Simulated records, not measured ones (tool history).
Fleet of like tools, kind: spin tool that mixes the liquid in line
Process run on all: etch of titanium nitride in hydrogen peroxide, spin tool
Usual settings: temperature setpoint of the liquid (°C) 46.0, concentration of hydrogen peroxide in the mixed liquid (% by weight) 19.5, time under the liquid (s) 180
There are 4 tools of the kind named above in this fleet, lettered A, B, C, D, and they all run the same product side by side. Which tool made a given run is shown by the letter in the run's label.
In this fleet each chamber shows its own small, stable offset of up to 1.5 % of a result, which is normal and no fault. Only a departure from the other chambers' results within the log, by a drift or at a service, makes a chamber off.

run   hour  temperature setpoint of the liquid (°C)  concentration of hydrogen peroxide in the mixed liquid (% by weight)  time under the liquid (s)  read-back film thickness of the titanium nitride reference wafer, read on the same gauge (nm)  thickness taken off the titanium nitride on a monitor wafer (Å)
 1B    4.7                                     46.0                                                                  19.5                        180                                                                                         150.01                                                           56.049
 2A   11.8                                     46.0                                                                  19.5                        180                                                                                         150.01                                                           56.213
 3D   17.0                                     46.0                                                                  19.5                        180                                                                                         149.99                                                           55.330
 4C   21.5                                     46.0                                                                  19.5                        180                                                                                         149.99                                                           55.381
 5B   26.9                                     46.0                                                                  19.5                         95                                                                                         150.00                                                           29.701
 6C   30.6                                     46.0                                                                  19.5                         95                                                                                         150.02                                                           29.710
 7A   34.6                                     46.0                                                                  19.5                         95                                                                                         150.02                                                           29.183
      40.1  -- chamber A: new drum of peroxide connected
 8D   41.0                                     46.0                                                                  19.5                         95                                                                                         150.01                                                           29.157
 9C   44.2                                     46.0                                                                  19.5                        180                                                                                         149.98                                                           55.988
10B   48.0                                     46.0                                                                  19.5                        180                                                                                         149.98                                                           55.990
11D   55.1                                     46.0                                                                  19.5                        180                                                                                         149.98                                                           55.708
12A   61.1                                     46.0                                                                  19.5                        180                                                                                         150.02                                                           56.617
      66.1  -- chamber D: new drum of peroxide connected
13D   67.9                                     46.0                                                                  19.5                        180                                                                                         149.99                                                           56.365
14A   75.0                                     46.0                                                                  19.5                        180                                                                                         150.00                                                           56.675
15B   79.2                                     52.5                                                                  17.0                        180                                                                                         149.99                                                           87.913
16C   86.5                                     52.5                                                                  17.0                        180                                                                                         149.99                                                           89.586
17A   93.6                                     52.5                                                                  17.0                        180                                                                                         150.02                                                           87.963
      96.7  -- chamber C: heated supply line repaired
18B   99.0                                     52.5                                                                  17.0                        180                                                                                         150.02                                                           86.090
19D  102.2                                     46.0                                                                  23.5                        180                                                                                         150.00                                                           58.347
20C  105.8                                     46.0                                                                  23.5                        180                                                                                         150.00                                                           61.128
     111.2  -- chamber B: heated supply line repaired
21B  111.7                                     46.0                                                                  23.5                        180                                                                                         149.99                                                           57.464
22A  117.6                                     46.0                                                                  23.5                        180                                                                                         150.01                                                           58.806
     120.4  -- chamber A: peroxide flow meter replaced
23C  121.8                                     46.0                                                                  19.5                        180                                                                                         150.02                                                           59.563
24D  125.7                                     46.0                                                                  19.5                        180                                                                                         149.99                                                           55.856
25A  128.8                                     46.0                                                                  19.5                        180                                                                                         149.99                                                           56.192

Does one chamber stand apart from the rest, does the shared gauge drift, or is all well apart from small per-chamber offsets? Give the chamber and the most likely cause, where there is one.

Little by little, chamber C moves away from the other chambers.
Cause: liquid hotter than its thermometer reads (K) = 1.19.

Chamber C could run next with any of the 4 candidate recipes listed below; each alters the usual settings, and their results appear as question marks. Which one brings its results back in line with what the other chambers deliver on the usual settings?
In line means no further than this from the other chambers' mean on the usual settings: thickness taken off the titanium nitride on a monitor wafer (Å) 1.500
26C-1  133.9                                     45.5                                                                  19.5                        180                                                                                                                                                               ?
26C-2  133.9                                     46.0                                                                  19.5                        185                                                                                                                                                               ?
26C-3  133.9                                     46.0                                                                  28.0                        180                                                                                                                                                               ?
26C-4  133.9                                     46.0                                                                  13.0                        180                                                                                                                                                               ?

Average result of the remaining chambers running the usual settings: thickness taken off the titanium nitride on a monitor wafer (Å) 56.028
  run  thickness taken off the titanium nitride on a monitor wafer (Å)
26C-1                                                           58.204
26C-2                                                           62.064
26C-3                                                           65.248
26C-4                                                           55.518
With 26C-4, the chamber falls back in line with the rest.
